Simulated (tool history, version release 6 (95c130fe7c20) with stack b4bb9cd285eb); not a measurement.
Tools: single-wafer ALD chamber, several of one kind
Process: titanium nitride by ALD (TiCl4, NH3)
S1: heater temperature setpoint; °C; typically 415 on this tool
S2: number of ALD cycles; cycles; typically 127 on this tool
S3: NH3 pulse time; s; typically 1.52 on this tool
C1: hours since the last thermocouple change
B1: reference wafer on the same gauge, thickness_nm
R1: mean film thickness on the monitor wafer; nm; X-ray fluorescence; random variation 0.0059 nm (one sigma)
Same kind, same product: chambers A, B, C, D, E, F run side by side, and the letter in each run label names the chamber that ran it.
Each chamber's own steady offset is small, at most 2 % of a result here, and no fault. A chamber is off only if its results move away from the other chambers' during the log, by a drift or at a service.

Run 1B, hour 3.6: usual settings; C1 515.7; B1 2.6513. Result: R1 2.8167 nm.
Run 2A, hour 5.8: usual settings; C1 419.9; B1 2.6504. Result: R1 2.7783 nm.
Run 3E, hour 9.1: usual settings; C1 1943.7; B1 2.6495. Result: R1 2.7776 nm.
Run 4C, hour 11.3: usual settings; C1 709.0; B1 2.6492. Result: R1 2.7737 nm.
Run 5F, hour 13.5: usual settings; C1 955.3; B1 2.6498. Result: R1 2.7544 nm.
Run 6D, hour 17.2: usual settings; C1 104.5; B1 2.6510. Result: R1 2.7924 nm.
Run 7E, hour 19.4: usual settings but S3 1.08 s; C1 1954.0; B1 2.6494. Result: R1 2.7467 nm.
Run 8F, hour 22.0: usual settings but S3 1.08 s; C1 963.8; B1 2.6496. Result: R1 2.7099 nm.
Run 9A, hour 26.2: usual settings but S3 1.08 s; C1 440.3; B1 2.6510. Result: R1 2.7322 nm.
Run 10B, hour 29.8: usual settings but S3 1.08 s; C1 541.9; B1 2.6502. Result: R1 2.7915 nm.
Run 11C, hour 31.9: usual settings but S3 1.08 s; C1 729.6; B1 2.6503. Result: R1 2.7359 nm.
Run 12D, hour 34.0: usual settings but S3 1.08 s; C1 121.3; B1 2.6489. Result: R1 2.7600 nm.
Run 13A, hour 37.9: usual settings; C1 452.0; B1 2.6496. Result: R1 2.7764 nm.
Run 14E, hour 41.4: usual settings; C1 1976.0; B1 2.6513. Result: R1 2.7817 nm.
Run 15C, hour 45.6: usual settings; C1 743.3; B1 2.6492. Result: R1 2.7778 nm.
Run 16D, hour 49.5: usual settings but S2 139 cycles; C1 136.8; B1 2.6493. Result: R1 3.0626 nm.
Run 17B, hour 52.6: usual settings but S2 139 cycles; C1 564.7; B1 2.6508. Result: R1 3.0876 nm.
Run 18F, hour 55.1: usual settings but S2 139 cycles; C1 996.9; B1 2.6481. Result: R1 3.0102 nm.
Run 19D, hour 59.3: usual settings but S2 139 cycles; C1 146.6; B1 2.6500. Result: R1 3.0546 nm.
Run 20E, hour 61.4: usual settings but S2 139 cycles; C1 1996.0; B1 2.6498. Result: R1 3.0555 nm.
Run 21C, hour 63.6: usual settings but S2 139 cycles; C1 761.3; B1 2.6485. Result: R1 3.0268 nm.
Run 22F, hour 66.5: usual settings; C1 1008.3; B1 2.6506. Result: R1 2.7529 nm.
Run 23B, hour 70.8: usual settings; C1 582.9; B1 2.6516. Result: R1 2.8346 nm.
Run 24A, hour 75.1: usual settings but S2 109 cycles, S3 2.00 s; C1 489.2; B1 2.6493. Result: R1 2.4045 nm.
Run 25B, hour 79.3: usual settings but S2 109 cycles, S3 2.00 s; C1 591.4; B1 2.6499. Result: R1 2.4489 nm.
Run 26F, hour 81.4: usual settings but S2 109 cycles, S3 2.00 s; C1 1023.2; B1 2.6500. Result: R1 2.3798 nm.
Run 27A, hour 84.3: usual settings but S2 109 cycles, S3 2.00 s; C1 498.4; B1 2.6489. Result: R1 2.4001 nm.
Run 28E, hour 87.4: usual settings but S2 109 cycles, S3 2.00 s; C1 2022.0; B1 2.6498. Result: R1 2.4216 nm.
Run 29C, hour 90.5: usual settings but S2 109 cycles, S3 2.00 s; C1 788.2; B1 2.6503. Result: R1 2.4098 nm.
Run 30D, hour 93.6: usual settings; C1 180.9; B1 2.6500. Result: R1 2.7986 nm.
Run 31C, hour 97.4: usual settings; C1 795.1; B1 2.6486. Result: R1 2.7808 nm.
Run 32F, hour 101.3: usual settings; C1 1043.1; B1 2.6481. Result: R1 2.7491 nm.
Run 33E, hour 105.3: usual settings but S1 402 °C, S3 1.73 s; C1 2039.9; B1 2.6519. Result: R1 2.7744 nm.
Run 34B, hour 107.6: usual settings but S1 402 °C, S3 1.73 s; C1 619.7; B1 2.6492. Result: R1 2.8349 nm.
Run 35A, hour 111.9: usual settings but S1 402 °C, S3 1.73 s; C1 526.0; B1 2.6503. Result: R1 2.7716 nm.
Run 36D, hour 114.8: usual settings but S1 402 °C, S3 1.73 s; C1 202.1; B1 2.6480. Result: R1 2.7874 nm.
Run 37B, hour 118.1: usual settings but S1 402 °C, S3 1.73 s; C1 630.2; B1 2.6509. Result: R1 2.8216 nm.
Run 38C, hour 122.2: usual settings but S1 402 °C, S3 1.73 s; C1 819.9; B1 2.6496. Result: R1 2.7777 nm.
Run 39D, hour 125.6: usual settings; C1 212.9; B1 2.6487. Result: R1 2.7850 nm.

One chamber off, gauge drift, or nothing amiss beyond the chambers' own small offsets? If it is a chamber, which one, and what is the likeliest cause?

Nothing is wrong: each chamber keeps only its own small, steady offset and the gauge holds still.

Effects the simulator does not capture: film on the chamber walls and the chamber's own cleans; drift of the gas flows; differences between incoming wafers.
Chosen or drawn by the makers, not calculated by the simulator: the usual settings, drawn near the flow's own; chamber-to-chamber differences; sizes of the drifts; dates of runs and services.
